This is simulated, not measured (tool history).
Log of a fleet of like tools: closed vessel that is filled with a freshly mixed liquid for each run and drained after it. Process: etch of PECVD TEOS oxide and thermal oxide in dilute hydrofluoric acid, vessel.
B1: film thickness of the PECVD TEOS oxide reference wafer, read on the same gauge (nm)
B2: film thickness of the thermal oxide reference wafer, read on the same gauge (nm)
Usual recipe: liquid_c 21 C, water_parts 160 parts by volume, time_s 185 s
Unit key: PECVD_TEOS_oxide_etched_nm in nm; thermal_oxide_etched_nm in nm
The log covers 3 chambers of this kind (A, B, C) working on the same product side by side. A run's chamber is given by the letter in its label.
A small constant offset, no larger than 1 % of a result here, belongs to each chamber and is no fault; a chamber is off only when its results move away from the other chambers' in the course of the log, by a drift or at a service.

{"run": "1A", "hour": 7.0, "liquid_c": 21, "water_parts": 160, "time_s": 185, "B1": 80.007, "B2": 59.95, "PECVD_TEOS_oxide_etched_nm": 10.663, "thermal_oxide_etched_nm": 4.3172}
{"run": "2B", "hour": 13.2, "liquid_c": 21, "water_parts": 160, "time_s": 185, "B1": 79.997, "B2": 59.99, "PECVD_TEOS_oxide_etched_nm": 10.611, "thermal_oxide_etched_nm": 4.3458}
{"run": "3C", "hour": 19.7, "liquid_c": 21, "water_parts": 160, "time_s": 185, "B1": 79.97, "B2": 60.056, "PECVD_TEOS_oxide_etched_nm": 10.587, "thermal_oxide_etched_nm": 4.4}
{"run": "4B", "hour": 23.3, "liquid_c": 21, "water_parts": 160, "time_s": 185, "B1": 79.988, "B2": 60.007, "PECVD_TEOS_oxide_etched_nm": 10.716, "thermal_oxide_etched_nm": 4.3507}
{"run": "5A", "hour": 27.3, "liquid_c": 21, "water_parts": 210, "time_s": 280, "B1": 79.989, "B2": 60.017, "PECVD_TEOS_oxide_etched_nm": 11.671, "thermal_oxide_etched_nm": 4.7345}
{"run": "6C", "hour": 30.9, "liquid_c": 21, "water_parts": 210, "time_s": 280, "B1": 80.018, "B2": 60.009, "PECVD_TEOS_oxide_etched_nm": 11.732, "thermal_oxide_etched_nm": 4.8149}
{"run": "7B", "hour": 34.0, "liquid_c": 21, "water_parts": 210, "time_s": 280, "B1": 80.004, "B2": 60.029, "PECVD_TEOS_oxide_etched_nm": 11.632, "thermal_oxide_etched_nm": 4.7434}
{"run": "8C", "hour": 38.6, "liquid_c": 21, "water_parts": 160, "time_s": 185, "B1": 79.984, "B2": 59.964, "PECVD_TEOS_oxide_etched_nm": 10.658, "thermal_oxide_etched_nm": 4.3171}
{"run": "9A", "hour": 44.7, "liquid_c": 21, "water_parts": 160, "time_s": 185, "B1": 80.019, "B2": 60.026, "PECVD_TEOS_oxide_etched_nm": 10.606, "thermal_oxide_etched_nm": 4.2809}
{"run": "10A", "hour": 51.6, "liquid_c": 21, "water_parts": 160, "time_s": 185, "B1": 80.009, "B2": 59.978, "PECVD_TEOS_oxide_etched_nm": 10.399, "thermal_oxide_etched_nm": 4.2021}
{"run": "11B", "hour": 54.9, "liquid_c": 21, "water_parts": 160, "time_s": 185, "B1": 79.986, "B2": 59.999, "PECVD_TEOS_oxide_etched_nm": 10.666, "thermal_oxide_etched_nm": 4.3858}
{"run": "12C", "hour": 61.1, "liquid_c": 21, "water_parts": 160, "time_s": 185, "B1": 80.033, "B2": 60.028, "PECVD_TEOS_oxide_etched_nm": 10.536, "thermal_oxide_etched_nm": 4.3319}
{"run": "13C", "hour": 65.5, "liquid_c": 21, "water_parts": 160, "time_s": 185, "B1": 80, "B2": 60.012, "PECVD_TEOS_oxide_etched_nm": 10.624, "thermal_oxide_etched_nm": 4.3695}
{"run": "14A", "hour": 68.7, "liquid_c": 21, "water_parts": 160, "time_s": 185, "B1": 79.952, "B2": 59.957, "PECVD_TEOS_oxide_etched_nm": 10.35, "thermal_oxide_etched_nm": 4.2107}
{"run": "15B", "hour": 75.5, "liquid_c": 21, "water_parts": 160, "time_s": 185, "B1": 79.959, "B2": 59.991, "PECVD_TEOS_oxide_etched_nm": 10.684, "thermal_oxide_etched_nm": 4.3399}
{"run": "16B", "hour": 81.0, "liquid_c": 21, "water_parts": 160, "time_s": 185, "B1": 79.992, "B2": 59.951, "PECVD_TEOS_oxide_etched_nm": 10.742, "thermal_oxide_etched_nm": 4.3481}
{"run": "17C", "hour": 87.5, "liquid_c": 21, "water_parts": 160, "time_s": 185, "B1": 79.995, "B2": 60.021, "PECVD_TEOS_oxide_etched_nm": 10.726, "thermal_oxide_etched_nm": 4.3686}
{"run": "18A", "hour": 93.0, "liquid_c": 22.5, "water_parts": 160, "time_s": 240, "B1": 80.004, "B2": 60.03, "PECVD_TEOS_oxide_etched_nm": 14.064, "thermal_oxide_etched_nm": 5.765}
{"run": "19C", "hour": 96.5, "liquid_c": 22.5, "water_parts": 160, "time_s": 240, "B1": 79.949, "B2": 59.974, "PECVD_TEOS_oxide_etched_nm": 14.581, "thermal_oxide_etched_nm": 6.0116}
{"run": "20A", "hour": 100.9, "liquid_c": 22.5, "water_parts": 160, "time_s": 240, "B1": 80.011, "B2": 59.983, "PECVD_TEOS_oxide_etched_nm": 14.006, "thermal_oxide_etched_nm": 5.7322}
{"run": "21B", "hour": 105.1, "liquid_c": 21, "water_parts": 160, "time_s": 185, "B1": 79.999, "B2": 59.999, "PECVD_TEOS_oxide_etched_nm": 10.641, "thermal_oxide_etched_nm": 4.328}
{"run": "22B", "hour": 108.7, "liquid_c": 21, "water_parts": 160, "time_s": 185, "B1": 80.024, "B2": 60.023, "PECVD_TEOS_oxide_etched_nm": 10.715, "thermal_oxide_etched_nm": 4.3879}

Is one chamber out of step, is the gauge drifting, or do the chambers differ by no more than their own small offsets? For an off chamber, give its letter and the likeliest cause.

Little by little, chamber A moves away from the other chambers.
Most likely cause: hydrofluoric acid flow below the setpoint (%) = 5.14.
The log might look much the same if the cause were instead: liquid colder than its thermometer reads (K).

Here are 4 candidates for chamber A's next run, each the usual settings with a change, their results left as question marks. Which one brings its results back in line with what the others give on the usual settings?
Allowed miss from the other chambers' usual-settings mean, per result, to count as in line: PECVD_TEOS_oxide_etched_nm 0.18 nm; thermal_oxide_etched_nm 0.11 nm
{"run": "23A-1", "hour": 113.7, "liquid_c": 21, "water_parts": 155, "time_s": 190, "PECVD_TEOS_oxide_etched_nm": "?", "thermal_oxide_etched_nm": "?"}
{"run": "23A-2", "hour": 113.7, "liquid_c": 21, "water_parts": 160, "time_s": 190, "PECVD_TEOS_oxide_etched_nm": "?", "thermal_oxide_etched_nm": "?"}
{"run": "23A-3", "hour": 113.7, "liquid_c": 21, "water_parts": 165, "time_s": 180, "PECVD_TEOS_oxide_etched_nm": "?", "thermal_oxide_etched_nm": "?"}
{"run": "23A-4", "hour": 113.7, "liquid_c": 21, "water_parts": 160, "time_s": 180, "PECVD_TEOS_oxide_etched_nm": "?", "thermal_oxide_etched_nm": "?"}

Other chambers, usual settings, mean: PECVD_TEOS_oxide_etched_nm 10.65 nm; thermal_oxide_etched_nm 4.3642 nm
run=23A-1 PECVD_TEOS_oxide_etched_nm=10.704 thermal_oxide_etched_nm=4.3269
run=23A-2 PECVD_TEOS_oxide_etched_nm=10.319 thermal_oxide_etched_nm=4.1711
run=23A-3 PECVD_TEOS_oxide_etched_nm=9.4331 thermal_oxide_etched_nm=3.813
run=23A-4 PECVD_TEOS_oxide_etched_nm=9.7759 thermal_oxide_etched_nm=3.9515
It is 23A-1 that realigns the chamber with its peers.

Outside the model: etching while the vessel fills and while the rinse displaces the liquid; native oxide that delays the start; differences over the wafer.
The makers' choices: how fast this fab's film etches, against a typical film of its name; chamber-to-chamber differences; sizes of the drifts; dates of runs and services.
